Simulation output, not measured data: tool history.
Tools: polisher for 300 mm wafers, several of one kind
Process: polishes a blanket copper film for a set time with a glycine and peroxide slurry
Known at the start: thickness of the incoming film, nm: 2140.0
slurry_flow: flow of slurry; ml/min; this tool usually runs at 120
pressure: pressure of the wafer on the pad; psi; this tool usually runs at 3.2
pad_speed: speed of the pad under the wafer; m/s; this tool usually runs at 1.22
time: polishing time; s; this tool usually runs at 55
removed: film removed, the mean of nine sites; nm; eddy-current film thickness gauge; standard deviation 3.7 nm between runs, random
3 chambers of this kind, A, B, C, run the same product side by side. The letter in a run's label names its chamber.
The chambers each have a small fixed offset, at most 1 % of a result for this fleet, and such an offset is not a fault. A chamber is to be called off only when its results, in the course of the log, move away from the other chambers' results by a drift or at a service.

run   hour  slurry_flow  pressure  pad_speed  time  removed
 1B    7.6          120       3.2       1.22    55   409.57
 2A   11.6          120       3.2       1.22    55   398.53
 3C   16.1          120       3.2       1.22    55    417.4
 4C   21.6          120       3.2       1.22    55   406.14
 5B   28.6          120       3.2       1.22    55   406.92
 6A   33.5           90       2.5       1.22    55   302.59
      34.7  -- chamber B: worn pad replaced by a new one
 7B   39.5           90       2.5       1.22    55   303.13
 8C   47.8           90       2.5       1.22    55   311.45
 9A   53.9          120       3.2       1.22    55    404.6
10A   58.7          120       3.2       1.22    55   401.55
11B   66.6          120       3.2       1.22    55   400.29
      68.2  -- chamber A: worn pad replaced by a new one
12C   73.8          120       3.2       1.22    55   410.22
13C   82.2          120       3.2       1.22    55   406.87
14B   88.1          120       3.2       1.02    55   349.34
15A   93.3          120       3.2       1.02    55   347.44
16A  100.5          120       3.2       1.02    55   346.68
     104.5  -- chamber A: head pressure recalibrated
17B  106.3          120       3.2       1.22    55   408.81
18C  112.5          120       3.2       1.22    55   406.01
19C    121          120       3.2       1.22    55    408.4
20A  125.5          120       3.2       1.22    55   376.03
21B    134          105       2.6       1.22    55   331.18
       138  -- chamber B: worn pad replaced by a new one
22C  141.7          105       2.6       1.22    55   337.97
23B    147          105       2.6       1.22    55   332.14
24A  152.8          120       3.2       1.22    55   376.92
     156.1  -- chamber A: worn pad replaced by a new one
25C  157.6           85       3.2       1.22    55    375.7
26A  164.8           85       3.2       1.22    55   349.56
27B  172.9           85       3.2       1.22    55   375.81
28C  180.5          120       3.2       1.22    55   413.22
     185.2  -- chamber C: worn pad replaced by a new one
29A    186          120       3.2       1.22    55   382.13
30B    191          120       3.2       1.22    55   401.94
31B  195.5          120       3.2       1.22    55   397.58
32C  201.9          120       3.2       1.22    55   410.77

Next, all 3 chambers run the settings below, one line each with question marks for the results. What does each chamber give?
33A  208.1          120       2.2       1.22    55        ?
33B  208.1          120       2.2       1.22    55        ?
33C  208.1          120       2.2       1.22    55        ?

run  removed
33A   273.21
33B   292.07
33C   295.76

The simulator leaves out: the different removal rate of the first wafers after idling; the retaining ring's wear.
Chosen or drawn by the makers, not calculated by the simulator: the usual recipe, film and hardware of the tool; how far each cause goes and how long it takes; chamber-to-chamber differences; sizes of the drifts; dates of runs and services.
